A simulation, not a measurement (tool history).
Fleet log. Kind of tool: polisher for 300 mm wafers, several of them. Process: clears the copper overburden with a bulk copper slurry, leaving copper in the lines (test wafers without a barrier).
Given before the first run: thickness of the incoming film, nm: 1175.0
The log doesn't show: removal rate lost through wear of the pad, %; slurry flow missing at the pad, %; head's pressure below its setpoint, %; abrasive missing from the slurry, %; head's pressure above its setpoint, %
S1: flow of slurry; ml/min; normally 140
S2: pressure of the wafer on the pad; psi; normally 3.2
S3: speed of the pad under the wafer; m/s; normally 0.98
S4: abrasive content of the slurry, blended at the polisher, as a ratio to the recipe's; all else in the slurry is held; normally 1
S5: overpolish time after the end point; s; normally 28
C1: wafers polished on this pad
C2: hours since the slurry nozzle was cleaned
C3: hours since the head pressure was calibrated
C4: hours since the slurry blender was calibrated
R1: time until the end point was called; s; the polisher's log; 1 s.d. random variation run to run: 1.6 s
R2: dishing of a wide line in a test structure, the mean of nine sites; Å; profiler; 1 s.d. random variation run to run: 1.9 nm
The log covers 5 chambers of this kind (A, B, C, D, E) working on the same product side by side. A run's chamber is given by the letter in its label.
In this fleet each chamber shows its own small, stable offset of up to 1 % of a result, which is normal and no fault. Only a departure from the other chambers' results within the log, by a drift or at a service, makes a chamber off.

run,hour,S1,S2,S3,S4,S5,C1,C2,C3,C4,R1,R2
1A,9.1,140,3.2,0.98,1,28,481,114.8,1036.0,356.3,134.47,1131.30
2E,17.0,140,3.2,0.98,1,28,305,155.4,27.2,140.9,132.94,1104.70
3D,31.3,140,3.2,0.98,1,28,654,251.3,637.9,254.2,134.10,1094.80
# hour 32.8: chamber E: slurry blender recalibrated
4B,40.2,140,3.2,0.98,1,28,630,182.8,778.3,86.6,133.07,1130.70
# hour 51.0: chamber D: worn pad replaced by a new one
5C,51.3,140,3.2,0.98,1,28,1335,495.2,1192.1,188.0,133.97,1090.60
# hour 58.9: chamber D: slurry blender recalibrated
6E,59.7,120,3.8,0.98,1,28,482,198.1,69.9,27.0,115.35,1256.60
# hour 64.8: chamber C: worn pad replaced by a new one
7D,72.5,120,3.8,0.98,1,28,88,292.5,679.1,13.7,113.00,1270.30
# hour 82.7: chamber B: slurry blender recalibrated
# hour 85.7: chamber A: head pressure recalibrated
8C,85.9,120,3.8,0.98,1,28,87,529.8,1226.7,222.6,114.64,1234.40
# hour 92.8: chamber E: worn pad replaced by a new one
9A,101.0,120,3.8,0.98,1,28,861,206.7,15.4,448.2,114.54,1251.00
10B,108.2,120,3.8,0.98,1,28,910,250.8,846.3,25.6,115.59,1202.00
11A,121.1,140,3.2,0.98,1,28,944,226.8,35.5,468.3,132.14,1086.70
# hour 128.0: chamber A: worn pad replaced by a new one
# hour 133.7: chamber C: slurry blender recalibrated
12E,135.3,140,3.2,0.98,1,28,175,273.7,145.5,102.6,132.27,1133.40
# hour 144.1: chamber C: slurry nozzle cleaned
13B,149.7,140,3.2,0.98,1,28,1082,292.3,887.8,67.1,136.47,1121.60
# hour 150.4: chamber A: slurry blender recalibrated
14C,157.6,140,3.2,0.98,1,28,383,13.5,1298.4,24.0,131.79,1110.60
15D,172.8,140,3.2,0.98,1,28,503,392.8,779.4,114.0,132.28,1154.10
# hour 174.8: chamber E: slurry nozzle cleaned
16E,180.0,140,3.2,0.98,1,28,360,5.3,190.2,147.3,132.02,1139.90
# hour 185.5: chamber E: slurry blender recalibrated
# hour 192.5: chamber C: head pressure recalibrated
17B,193.7,140,3.2,0.98,1,28,1263,336.3,931.8,111.1,133.41,1099.00
# hour 194.7: chamber D: slurry nozzle cleaned
18A,200.6,140,3.2,0.98,1,28,300,306.3,115.0,50.3,135.09,1140.10
# hour 203.9: chamber B: slurry blender recalibrated
19C,208.2,140,3.2,0.98,1,28,592,64.1,15.8,74.6,151.05,1033.50
# hour 214.5: chamber D: worn pad replaced by a new one
20D,217.9,140,3.2,0.98,1,28,14,23.2,824.5,159.1,131.71,1143.40
21E,228.3,140,3.2,0.98,1,28,559,53.6,238.5,42.9,133.08,1140.20
22B,238.7,140,3.2,0.98,1,28,1449,381.3,976.8,34.8,132.16,1117.00
23D,251.6,140,3.2,0.98,1,28,153,56.9,858.2,192.8,133.25,1100.90
# hour 260.0: chamber B: head pressure recalibrated
# hour 260.8: chamber B: worn pad replaced by a new one
24A,262.5,140,3.2,0.98,1,28,555,368.2,176.9,112.2,129.65,1077.30
25C,270.4,140,3.2,0.98,1,28,849,126.3,78.0,136.8,149.23,994.09
# hour 271.4: chamber E: worn pad replaced by a new one
26D,284.7,140,3.8,0.98,1,28,290,90.0,891.3,225.9,111.18,1276.90
27E,296.6,140,3.8,0.98,1,28,104,121.9,306.8,111.2,115.09,1259.10
# hour 307.7: chamber D: slurry blender recalibrated
28A,308.6,140,3.8,0.98,1,28,746,414.3,223.0,158.3,111.74,1275.10
29C,315.3,140,3.8,0.98,1,28,1034,171.2,122.9,181.7,126.25,1132.60
30B,324.1,140,3.8,0.98,1,28,261,466.7,64.1,120.2,112.14,1233.20
31D,334.8,140,3.2,0.98,1,28,496,140.1,941.4,27.2,132.44,1148.30
# hour 336.0: chamber B: slurry blender recalibrated
32A,344.7,140,3.2,0.98,1,28,895,450.4,259.1,194.4,130.55,1117.50
# hour 347.3: chamber E: slurry blender recalibrated
33E,352.0,185,3.2,0.98,1,42,332,177.3,362.2,4.7,125.80,1351.00
34B,362.1,185,3.2,0.98,1,42,418,504.7,102.1,26.2,128.23,1344.70
35C,373.1,185,3.2,0.98,1,42,1273,229.0,180.7,239.5,143.48,1248.10

Each of the 5 chambers runs these same settings next. Fill in every chamber's results:
36A,384.0,120,3.2,0.98,1,28,,,,,?,?
36B,384.0,120,3.2,0.98,1,28,,,,,?,?
36C,384.0,120,3.2,0.98,1,28,,,,,?,?
36D,384.0,120,3.2,0.98,1,28,,,,,?,?
36E,384.0,120,3.2,0.98,1,28,,,,,?,?

run,R1,R2
36A,133.87,1081.00
36B,135.75,1119.80
36C,157.87,994.96
36D,131.98,1120.00
36E,134.19,1135.10

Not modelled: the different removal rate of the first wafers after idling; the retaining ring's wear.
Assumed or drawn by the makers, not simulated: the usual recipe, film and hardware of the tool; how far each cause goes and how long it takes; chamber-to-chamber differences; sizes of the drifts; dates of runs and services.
